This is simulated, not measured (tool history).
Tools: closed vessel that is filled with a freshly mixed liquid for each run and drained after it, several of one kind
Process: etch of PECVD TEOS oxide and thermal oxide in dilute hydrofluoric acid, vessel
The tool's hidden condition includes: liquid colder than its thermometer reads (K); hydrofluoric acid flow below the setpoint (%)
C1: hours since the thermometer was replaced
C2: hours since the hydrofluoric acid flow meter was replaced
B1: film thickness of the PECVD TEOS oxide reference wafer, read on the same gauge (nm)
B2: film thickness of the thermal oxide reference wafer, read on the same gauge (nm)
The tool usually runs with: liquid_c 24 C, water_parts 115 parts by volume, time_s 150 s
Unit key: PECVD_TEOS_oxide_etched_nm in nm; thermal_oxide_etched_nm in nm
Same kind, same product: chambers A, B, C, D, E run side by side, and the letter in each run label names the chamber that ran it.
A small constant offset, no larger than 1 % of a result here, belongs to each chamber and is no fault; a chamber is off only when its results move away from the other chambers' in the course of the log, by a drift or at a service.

-- hour=3.8 chamber D: hydrofluoric acid flow meter replaced
run 1D hour=6.0 | liquid_c=24 water_parts=115 time_s=150 | C1=1700.7 C2=2.3 | B1=49.968 B2=60.023 | PECVD_TEOS_oxide_etched_nm=14.302 thermal_oxide_etched_nm=5.6878
run 2A hour=19.6 | liquid_c=24 water_parts=115 time_s=150 | C1=624.5 C2=192.3 | B1=49.999 B2=59.990 | PECVD_TEOS_oxide_etched_nm=14.513 thermal_oxide_etched_nm=5.6844
run 3E hour=31.7 | liquid_c=24 water_parts=115 time_s=150 | C1=2190.1 C2=2235.3 | B1=49.977 B2=59.999 | PECVD_TEOS_oxide_etched_nm=14.264 thermal_oxide_etched_nm=5.6552
run 4B hour=39.7 | liquid_c=24 water_parts=115 time_s=150 | C1=1006.5 C2=685.6 | B1=49.941 B2=60.021 | PECVD_TEOS_oxide_etched_nm=14.340 thermal_oxide_etched_nm=5.7810
run 5C hour=52.9 | liquid_c=24 water_parts=115 time_s=150 | C1=1066.8 C2=153.4 | B1=49.962 B2=60.014 | PECVD_TEOS_oxide_etched_nm=14.387 thermal_oxide_etched_nm=5.7076
run 6C hour=64.0 | liquid_c=24 water_parts=115 time_s=150 | C1=1077.9 C2=164.5 | B1=50.029 B2=59.980 | PECVD_TEOS_oxide_etched_nm=14.317 thermal_oxide_etched_nm=5.5855
run 7E hour=76.9 | liquid_c=24 water_parts=115 time_s=150 | C1=2235.3 C2=2280.5 | B1=50.025 B2=60.022 | PECVD_TEOS_oxide_etched_nm=14.241 thermal_oxide_etched_nm=5.7039
-- hour=78.0 chamber B: thermometer replaced
run 8D hour=90.8 | liquid_c=24 water_parts=85 time_s=150 | C1=1785.5 C2=87.1 | B1=49.950 B2=59.984 | PECVD_TEOS_oxide_etched_nm=20.060 thermal_oxide_etched_nm=7.7953
run 9A hour=97.3 | liquid_c=24 water_parts=85 time_s=150 | C1=702.2 C2=270.0 | B1=49.990 B2=59.988 | PECVD_TEOS_oxide_etched_nm=20.257 thermal_oxide_etched_nm=7.9390
run 10B hour=109.1 | liquid_c=24 water_parts=85 time_s=150 | C1=31.2 C2=755.0 | B1=49.983 B2=60.019 | PECVD_TEOS_oxide_etched_nm=20.094 thermal_oxide_etched_nm=7.9756
run 11A hour=122.9 | liquid_c=24 water_parts=85 time_s=150 | C1=727.8 C2=295.6 | B1=50.017 B2=60.028 | PECVD_TEOS_oxide_etched_nm=20.373 thermal_oxide_etched_nm=7.9708
run 12D hour=130.8 | liquid_c=24 water_parts=85 time_s=150 | C1=1825.5 C2=127.1 | B1=49.965 B2=59.984 | PECVD_TEOS_oxide_etched_nm=19.958 thermal_oxide_etched_nm=7.7686
run 13B hour=143.3 | liquid_c=24 water_parts=115 time_s=150 | C1=65.4 C2=789.2 | B1=50.009 B2=59.985 | PECVD_TEOS_oxide_etched_nm=14.348 thermal_oxide_etched_nm=5.7508
run 14C hour=150.7 | liquid_c=24 water_parts=115 time_s=150 | C1=1164.6 C2=251.2 | B1=49.983 B2=60.018 | PECVD_TEOS_oxide_etched_nm=14.208 thermal_oxide_etched_nm=5.5950
run 15E hour=157.9 | liquid_c=24 water_parts=115 time_s=150 | C1=2316.3 C2=2361.5 | B1=49.986 B2=60.028 | PECVD_TEOS_oxide_etched_nm=14.289 thermal_oxide_etched_nm=5.6971
run 16E hour=164.2 | liquid_c=24 water_parts=115 time_s=150 | C1=2322.6 C2=2367.8 | B1=49.969 B2=59.996 | PECVD_TEOS_oxide_etched_nm=14.201 thermal_oxide_etched_nm=5.5870
run 17B hour=175.0 | liquid_c=24 water_parts=115 time_s=150 | C1=97.1 C2=820.9 | B1=49.967 B2=59.994 | PECVD_TEOS_oxide_etched_nm=14.384 thermal_oxide_etched_nm=5.7213
run 18D hour=181.8 | liquid_c=26 water_parts=115 time_s=150 | C1=1876.5 C2=178.1 | B1=50.001 B2=60.038 | PECVD_TEOS_oxide_etched_nm=15.622 thermal_oxide_etched_nm=6.1597
run 19C hour=187.9 | liquid_c=26 water_parts=115 time_s=150 | C1=1201.8 C2=288.4 | B1=50.016 B2=60.032 | PECVD_TEOS_oxide_etched_nm=15.375 thermal_oxide_etched_nm=6.1148
run 20A hour=198.0 | liquid_c=26 water_parts=115 time_s=150 | C1=802.9 C2=370.7 | B1=49.978 B2=59.981 | PECVD_TEOS_oxide_etched_nm=15.406 thermal_oxide_etched_nm=6.1738
run 21C hour=207.7 | liquid_c=26 water_parts=115 time_s=150 | C1=1221.6 C2=308.2 | B1=50.014 B2=59.992 | PECVD_TEOS_oxide_etched_nm=15.311 thermal_oxide_etched_nm=6.1178
run 22E hour=220.9 | liquid_c=26 water_parts=115 time_s=150 | C1=2379.3 C2=2424.5 | B1=50.034 B2=59.992 | PECVD_TEOS_oxide_etched_nm=15.392 thermal_oxide_etched_nm=6.1575
run 23B hour=234.7 | liquid_c=24 water_parts=115 time_s=150 | C1=156.8 C2=880.6 | B1=50.033 B2=60.004 | PECVD_TEOS_oxide_etched_nm=14.424 thermal_oxide_etched_nm=5.6664
run 24A hour=244.7 | liquid_c=24 water_parts=115 time_s=150 | C1=849.6 C2=417.4 | B1=49.989 B2=60.043 | PECVD_TEOS_oxide_etched_nm=14.443 thermal_oxide_etched_nm=5.7638
run 25D hour=251.4 | liquid_c=24 water_parts=115 time_s=150 | C1=1946.1 C2=247.7 | B1=49.989 B2=59.986 | PECVD_TEOS_oxide_etched_nm=14.351 thermal_oxide_etched_nm=5.5791
run 26C hour=264.3 | liquid_c=24 water_parts=115 time_s=150 | C1=1278.2 C2=364.8 | B1=49.975 B2=59.970 | PECVD_TEOS_oxide_etched_nm=14.368 thermal_oxide_etched_nm=5.7202
run 27A hour=272.4 | liquid_c=24 water_parts=115 time_s=150 | C1=877.3 C2=445.1 | B1=49.988 B2=60.008 | PECVD_TEOS_oxide_etched_nm=14.253 thermal_oxide_etched_nm=5.6365
run 28D hour=286.0 | liquid_c=24 water_parts=115 time_s=150 | C1=1980.7 C2=282.3 | B1=49.955 B2=59.958 | PECVD_TEOS_oxide_etched_nm=14.327 thermal_oxide_etched_nm=5.6431
-- hour=296.5 chamber E: thermometer replaced
run 29E hour=297.0 | liquid_c=24 water_parts=115 time_s=150 | C1=0.5 C2=2500.6 | B1=49.995 B2=59.987 | PECVD_TEOS_oxide_etched_nm=14.365 thermal_oxide_etched_nm=5.7310
run 30B hour=303.7 | liquid_c=24 water_parts=115 time_s=150 | C1=225.8 C2=949.6 | B1=49.923 B2=60.030 | PECVD_TEOS_oxide_etched_nm=14.330 thermal_oxide_etched_nm=5.6382
run 31A hour=316.6 | liquid_c=24 water_parts=115 time_s=150 | C1=921.5 C2=489.3 | B1=50.029 B2=59.978 | PECVD_TEOS_oxide_etched_nm=14.374 thermal_oxide_etched_nm=5.7434
run 32B hour=324.4 | liquid_c=24 water_parts=115 time_s=205 | C1=246.5 C2=970.3 | B1=50.006 B2=60.003 | PECVD_TEOS_oxide_etched_nm=19.686 thermal_oxide_etched_nm=7.8107
run 33D hour=334.8 | liquid_c=24 water_parts=115 time_s=205 | C1=2029.5 C2=331.1 | B1=49.982 B2=60.013 | PECVD_TEOS_oxide_etched_nm=19.564 thermal_oxide_etched_nm=7.8161
run 34E hour=341.3 | liquid_c=24 water_parts=115 time_s=205 | C1=44.8 C2=2544.9 | B1=50.024 B2=59.980 | PECVD_TEOS_oxide_etched_nm=19.460 thermal_oxide_etched_nm=7.7958
run 35C hour=348.6 | liquid_c=24 water_parts=115 time_s=205 | C1=1362.5 C2=449.1 | B1=49.945 B2=60.013 | PECVD_TEOS_oxide_etched_nm=19.468 thermal_oxide_etched_nm=7.7591
run 36A hour=359.1 | liquid_c=24 water_parts=115 time_s=205 | C1=964.0 C2=531.8 | B1=50.008 B2=59.950 | PECVD_TEOS_oxide_etched_nm=19.716 thermal_oxide_etched_nm=7.6920
run 37D hour=367.9 | liquid_c=24 water_parts=115 time_s=150 | C1=2062.6 C2=364.2 | B1=50.018 B2=59.988 | PECVD_TEOS_oxide_etched_nm=14.282 thermal_oxide_etched_nm=5.5679
run 38B hour=379.0 | liquid_c=24 water_parts=115 time_s=150 | C1=301.1 C2=1024.9 | B1=49.983 B2=60.003 | PECVD_TEOS_oxide_etched_nm=14.389 thermal_oxide_etched_nm=5.6667
run 39C hour=389.0 | liquid_c=24 water_parts=115 time_s=150 | C1=1402.9 C2=489.5 | B1=49.989 B2=59.989 | PECVD_TEOS_oxide_etched_nm=14.226 thermal_oxide_etched_nm=5.5924
run 40E hour=400.4 | liquid_c=24 water_parts=115 time_s=150 | C1=103.9 C2=2604.0 | B1=50.002 B2=60.006 | PECVD_TEOS_oxide_etched_nm=14.360 thermal_oxide_etched_nm=5.6901

All 5 chambers run these settings next. Forecast each chamber's results:
run 41A hour=410.4 | liquid_c=24 water_parts=115 time_s=185 | PECVD_TEOS_oxide_etched_nm=? thermal_oxide_etched_nm=?
run 41B hour=410.4 | liquid_c=24 water_parts=115 time_s=185 | PECVD_TEOS_oxide_etched_nm=? thermal_oxide_etched_nm=?
run 41C hour=410.4 | liquid_c=24 water_parts=115 time_s=185 | PECVD_TEOS_oxide_etched_nm=? thermal_oxide_etched_nm=?
run 41D hour=410.4 | liquid_c=24 water_parts=115 time_s=185 | PECVD_TEOS_oxide_etched_nm=? thermal_oxide_etched_nm=?
run 41E hour=410.4 | liquid_c=24 water_parts=115 time_s=185 | PECVD_TEOS_oxide_etched_nm=? thermal_oxide_etched_nm=?

run=41A PECVD_TEOS_oxide_etched_nm=17.787 thermal_oxide_etched_nm=7.0668
run=41B PECVD_TEOS_oxide_etched_nm=17.695 thermal_oxide_etched_nm=6.9322
run=41C PECVD_TEOS_oxide_etched_nm=17.695 thermal_oxide_etched_nm=6.8912
run=41D PECVD_TEOS_oxide_etched_nm=17.426 thermal_oxide_etched_nm=7.0271
run=41E PECVD_TEOS_oxide_etched_nm=17.679 thermal_oxide_etched_nm=6.9045
